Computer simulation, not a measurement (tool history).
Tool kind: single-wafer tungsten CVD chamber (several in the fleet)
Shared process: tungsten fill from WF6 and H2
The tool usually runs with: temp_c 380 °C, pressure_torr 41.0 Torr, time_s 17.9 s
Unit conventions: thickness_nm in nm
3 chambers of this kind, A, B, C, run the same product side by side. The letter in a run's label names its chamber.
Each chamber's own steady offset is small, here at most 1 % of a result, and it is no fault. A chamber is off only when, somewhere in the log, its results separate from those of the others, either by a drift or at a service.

run,day,temp_c,pressure_torr,time_s,hours since the last thermocouple change,hours since the last manometer calibration,"read-back reference wafer on the same gauge, thickness_nm",thickness_nm
1C,0.279,380,41.0,17.9,2783.8,1599.6,48.117,40.463
2A,0.588,380,41.0,17.9,455.0,595.9,48.087,40.754
3B,0.862,380,41.0,17.9,2763.6,542.9,48.104,41.009
4B,1.179,380,41.0,17.9,2771.2,550.5,48.071,40.891
5A,1.321,380,47.9,16.2,472.6,613.5,48.091,39.773
6C,1.546,380,47.9,16.2,2814.2,1630.0,48.066,39.298
7B,1.717,380,47.9,16.2,2784.1,563.4,48.147,39.517
8C,1.979,380,41.0,17.9,2824.6,1640.4,48.091,40.324
9A,2.167,380,41.0,17.9,492.9,633.8,48.062,41.043
10B,2.400,380,41.0,17.9,2800.5,579.8,48.108,40.696
11C,2.608,380,41.0,20.3,2839.7,1655.5,48.146,45.784
12A,2.862,380,41.0,20.3,509.6,650.5,48.125,46.254
13C,3.054,380,41.0,20.3,2850.4,1666.2,48.113,45.801
14B,3.288,380,41.0,17.9,2821.8,601.1,48.135,40.724
15A,3.500,380,41.0,17.9,524.9,665.8,48.107,41.227
16A,3.812,380,41.0,17.9,532.4,673.3,48.123,41.300
17C,4.083,380,41.0,17.9,2875.1,1690.9,48.117,40.273
18B,4.371,374,32.2,17.9,2847.8,627.1,48.061,32.127
19A,4.558,374,32.2,17.9,550.3,691.2,48.073,32.774
20C,4.838,374,32.2,17.9,2893.2,1709.0,48.069,31.966
21B,5.017,380,41.0,17.9,2863.3,642.6,48.116,40.902
22C,5.167,380,41.0,17.9,2901.1,1716.9,48.075,40.538
23B,5.454,380,41.0,17.9,2873.8,653.1,48.098,40.973
24A,5.638,380,41.0,17.9,576.2,717.1,48.091,41.737

For the next run the whole fleet of 3 chambers uses the same settings. Give each chamber's results:
25A,5.871,380,41.0,17.9,,,,?
25B,5.871,380,41.0,17.9,,,,?
25C,5.871,380,41.0,17.9,,,,?

run,thickness_nm
25A,41.897
25B,40.595
25C,40.085
